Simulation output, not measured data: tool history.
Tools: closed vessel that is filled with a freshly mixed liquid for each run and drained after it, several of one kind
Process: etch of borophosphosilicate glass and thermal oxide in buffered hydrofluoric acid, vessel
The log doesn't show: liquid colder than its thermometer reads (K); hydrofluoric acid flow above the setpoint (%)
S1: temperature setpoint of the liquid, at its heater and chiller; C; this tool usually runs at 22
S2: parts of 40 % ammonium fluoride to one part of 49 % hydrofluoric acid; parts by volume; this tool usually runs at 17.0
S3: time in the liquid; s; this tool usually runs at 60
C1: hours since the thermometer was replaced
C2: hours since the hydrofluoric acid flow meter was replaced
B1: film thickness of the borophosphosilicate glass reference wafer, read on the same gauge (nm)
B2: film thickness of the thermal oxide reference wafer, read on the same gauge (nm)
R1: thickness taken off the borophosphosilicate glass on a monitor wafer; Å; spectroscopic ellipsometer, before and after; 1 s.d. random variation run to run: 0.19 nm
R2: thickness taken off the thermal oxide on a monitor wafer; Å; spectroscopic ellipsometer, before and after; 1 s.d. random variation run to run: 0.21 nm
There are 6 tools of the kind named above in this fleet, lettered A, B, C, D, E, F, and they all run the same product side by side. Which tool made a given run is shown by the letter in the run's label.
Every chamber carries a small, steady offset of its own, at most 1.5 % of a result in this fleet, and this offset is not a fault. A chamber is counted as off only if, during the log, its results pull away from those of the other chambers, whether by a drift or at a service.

run	hour	S1	S2	S3	C1	C2	B1	B2	R1	R2
1A	4.0	22	17.0	60	309.4	160.5	49.994	130.00	398.43	381.38
2B	7.8	22	17.0	60	2199.7	1277.5	49.994	130.03	398.39	378.32
# hour 9.0: chamber F: thermometer replaced
3C	12.8	22	17.0	60	1329.6	57.8	49.981	129.98	395.20	379.28
4E	16.4	22	17.0	60	700.5	534.3	50.000	130.00	400.47	374.10
5F	19.0	22	17.0	60	10.1	346.5	50.009	130.01	399.19	375.39
6D	22.2	22	17.0	60	2301.4	920.3	50.014	130.00	398.86	378.27
7F	27.4	22	17.0	50	18.5	354.9	49.984	130.01	332.77	313.15
8B	32.1	22	17.0	50	2224.0	1301.8	50.011	130.01	330.39	317.68
9D	34.6	22	17.0	50	2313.8	932.7	50.002	130.00	332.64	316.19
10A	39.6	22	17.0	50	345.0	196.1	49.987	130.00	330.45	315.66
11E	42.0	22	17.0	50	726.1	559.9	50.005	130.00	331.14	309.23
12C	45.8	22	17.0	50	1362.6	90.8	49.996	130.02	333.10	314.13
13D	50.1	22	17.0	60	2329.3	948.2	50.016	130.01	398.70	379.52
14B	52.8	22	17.0	60	2244.7	1322.5	49.996	130.00	393.92	380.42
15C	56.5	22	17.0	60	1373.3	101.5	50.010	130.01	396.75	377.49
16E	59.9	22	20.0	90	744.0	577.8	50.023	130.00	503.39	486.04
17A	63.1	22	20.0	90	368.5	219.6	50.004	130.01	508.29	484.80
18F	66.0	22	20.0	90	57.1	393.5	49.997	129.98	515.83	482.11
19D	70.0	22	20.0	90	2349.2	968.1	50.002	130.00	506.55	485.63
20C	74.6	22	20.0	90	1391.4	119.6	50.006	130.00	509.55	481.78
21A	78.1	22	20.0	90	383.5	234.6	49.986	130.01	507.89	484.03
22E	82.7	22	17.0	60	766.8	600.6	49.988	130.00	399.00	376.90
23F	85.2	22	17.0	60	76.3	412.7	49.986	129.99	401.68	380.30
24B	89.9	19	14.5	60	2281.8	1359.6	49.991	129.97	395.57	377.68
25B	93.3	19	14.5	60	2285.2	1363.0	50.005	130.01	396.34	375.33
26F	96.5	19	14.5	60	87.6	424.0	50.008	130.01	398.44	373.46
27E	101.3	19	14.5	60	785.4	619.2	50.015	130.01	394.78	373.17
28C	104.5	19	14.5	60	1421.3	149.5	49.998	130.02	398.01	378.97
29D	109.2	19	14.5	60	2388.4	1007.3	49.998	130.00	394.46	381.18
30A	112.9	18	17.0	90	418.3	269.4	50.008	129.98	476.10	451.31
# hour 114.5: chamber B: hydrofluoric acid flow meter replaced
31E	115.5	18	17.0	90	799.6	633.4	49.995	130.03	477.66	451.93
32A	118.9	18	17.0	90	424.3	275.4	49.997	130.00	477.04	451.83
33F	123.8	18	17.0	90	114.9	451.3	50.007	130.02	481.14	455.26
34C	126.6	18	17.0	90	1443.4	171.6	49.990	129.98	474.71	450.68
35B	131.7	18	17.0	90	2323.6	17.3	50.000	130.00	476.79	452.14
36D	136.6	22	17.0	60	2415.8	1034.7	50.011	130.01	398.92	384.04
37A	139.6	22	17.0	60	445.0	296.1	50.004	130.00	395.93	378.38
38C	144.3	22	17.0	60	1461.1	189.3	50.016	130.00	398.56	377.37
39D	148.1	22	17.0	60	2427.3	1046.2	50.003	129.99	399.86	377.61
40E	152.9	22	17.0	60	837.0	670.8	49.996	130.00	399.64	378.21
41B	157.2	22	17.0	60	2349.1	42.8	50.005	130.00	391.80	374.48

Is one chamber off against the others, does the gauge drift, or is nothing wrong? If a chamber is off, say which, and what the likeliest cause is.

No chamber stands off beyond its own small offset, and the gauge holds steady.

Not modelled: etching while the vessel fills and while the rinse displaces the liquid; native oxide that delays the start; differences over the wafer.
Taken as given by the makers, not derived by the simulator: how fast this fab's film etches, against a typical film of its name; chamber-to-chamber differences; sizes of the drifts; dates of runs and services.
